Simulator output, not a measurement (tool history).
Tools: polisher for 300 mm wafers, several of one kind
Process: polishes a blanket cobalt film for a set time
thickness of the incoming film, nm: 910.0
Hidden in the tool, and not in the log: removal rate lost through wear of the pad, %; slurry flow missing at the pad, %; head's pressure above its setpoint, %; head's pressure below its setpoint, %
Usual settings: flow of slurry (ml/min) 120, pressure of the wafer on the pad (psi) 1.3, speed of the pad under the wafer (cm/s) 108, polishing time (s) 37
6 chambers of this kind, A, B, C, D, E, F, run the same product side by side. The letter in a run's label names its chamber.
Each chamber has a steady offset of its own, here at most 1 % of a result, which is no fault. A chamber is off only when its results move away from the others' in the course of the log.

run   hour  flow of slurry (ml/min)  pressure of the wafer on the pad (psi)  speed of the pad under the wafer (cm/s)  polishing time (s)  wafers polished on this pad  hours since the slurry nozzle was cleaned  hours since the head pressure was calibrated  film removed (Å)
 1E    6.8                      120                                     1.3                                      108                  37                          476                                      525.5                                         209.4           1252.40
 2B   13.0                      120                                     1.3                                      108                  37                         1295                                      426.1                                         524.7           1250.50
      16.7  -- chamber B: worn pad replaced by a new one
 3D   18.2                      120                                     1.3                                      108                  37                          457                                      534.1                                          91.1           1226.60
 4A   25.1                      120                                     1.3                                      108                  37                          752                                      467.6                                         319.3           1242.10
      28.4  -- chamber A: slurry nozzle cleaned
      31.5  -- chamber D: worn pad replaced by a new one
 5F   31.8                      120                                     1.3                                      108                  37                          566                                      173.1                                         401.0           1289.30
 6C   36.6                      120                                     1.3                                      108                  37                          611                                      220.6                                         336.5           1250.70
 7F   41.8                      120                                     1.3                                      108                  37                          679                                      183.1                                         411.0           1277.30
 8C   46.9                      120                                     1.3                                      108                  37                          728                                      230.9                                         346.8           1248.40
 9A   51.1                      120                                     1.3                                      108                  37                         1047                                       22.7                                         345.3           1230.30
10B   57.4                      120                                     1.3                                      108                  37                          461                                      470.5                                         569.1           1232.70
      58.8  -- chamber A: worn pad replaced by a new one
11D   61.5                      120                                     1.3                                      108                  37                          340                                      577.4                                         134.4           1225.30
      61.6  -- chamber F: worn pad replaced by a new one
12E   65.3                      120                                     1.3                                      108                  37                         1139                                      584.0                                         267.9           1238.30
13F   68.7                      120                                     1.3                                      108                  27                           80                                      210.0                                         437.9            901.85
14E   73.2                      120                                     1.3                                      108                  27                         1229                                      591.9                                         275.8            897.33
15B   76.8                      120                                     1.3                                      108                  27                          681                                      489.9                                         588.5            904.38
16A   82.5                      120                                     1.3                                      108                  27                          269                                       54.1                                         376.7            916.04
      83.2  -- chamber C: worn pad replaced by a new one
      84.5  -- chamber D: worn pad replaced by a new one
17D   88.5                      120                                     1.3                                      108                  27                           45                                      604.4                                         161.4            920.00
18C   93.1                      120                                     1.3                                      108                  27                          112                                      277.1                                         393.0            897.80
      95.4  -- chamber E: worn pad replaced by a new one
19E   99.4                      120                                     1.3                                      144                  29                           45                                      618.1                                         302.0           1328.60
20B  103.6                      120                                     1.3                                      144                  29                          984                                      516.7                                         615.3           1304.40
21D  109.3                      120                                     1.3                                      144                  29                          281                                      625.2                                         182.2           1307.70
22A  116.2                      120                                     1.3                                      144                  29                          650                                       87.8                                         410.4           1289.90
23C  122.4                      120                                     1.3                                      144                  29                          444                                      306.4                                         422.3           1328.30
     129.1  -- chamber B: worn pad replaced by a new one
24F  129.3                      120                                     1.3                                      144                  29                          766                                      270.6                                         498.5           1268.50
25A  133.8                      105                                     1.3                                      108                  42                          850                                      105.4                                         428.0           1344.00
     136.2  -- chamber F: worn pad replaced by a new one
     137.4  -- chamber D: worn pad replaced by a new one
26B  138.9                      105                                     1.3                                      108                  42                          111                                      552.0                                         650.6           1379.60
27C  142.1                      105                                     1.3                                      108                  42                          667                                      326.1                                         442.0           1377.40
28E  146.2                      105                                     1.3                                      108                  42                          575                                      664.9                                         348.8           1408.90
29D  152.5                      105                                     1.3                                      108                  42                          171                                      668.4                                         225.4           1385.40
30F  159.9                      105                                     1.3                                      108                  42                          269                                      301.2                                         529.1           1246.20
     163.2  -- chamber A: worn pad replaced by a new one
31D  163.6                      120                                     1.8                                      108                  31                          297                                      679.5                                         236.5           1446.10
     170.1  -- chamber C: slurry nozzle cleaned
32B  170.1                      120                                     1.8                                      108                  31                          465                                      583.2                                         681.8           1449.90
     176.2  -- chamber C: worn pad replaced by a new one
33E  177.3                      120                                     1.8                                      108                  31                          927                                      696.0                                         379.9           1455.60
34A  180.7                      120                                     1.8                                      108                  31                          199                                      152.3                                         474.9           1451.80
35C  187.8                      120                                     1.8                                      108                  31                          132                                       17.7                                         487.7           1468.20
36F  192.8                      120                                     1.8                                      108                  31                          641                                      334.1                                         562.0           1301.40
37A  198.3                      120                                     1.3                                      108                  37                          398                                      169.9                                         492.5           1248.60

All 6 chambers run these settings next. Forecast each chamber's results:
38A  203.6                      120                                     1.3                                      108                  37                                                                                                                                       ?
38B  203.6                      120                                     1.3                                      108                  37                                                                                                                                       ?
38C  203.6                      120                                     1.3                                      108                  37                                                                                                                                       ?
38D  203.6                      120                                     1.3                                      108                  37                                                                                                                                       ?
38E  203.6                      120                                     1.3                                      108                  37                                                                                                                                       ?
38F  203.6                      120                                     1.3                                      108                  37                                                                                                                                       ?

run  film removed (Å)
38A           1244.90
38B           1251.80
38C           1265.70
38D           1217.20
38E           1280.50
38F           1111.40
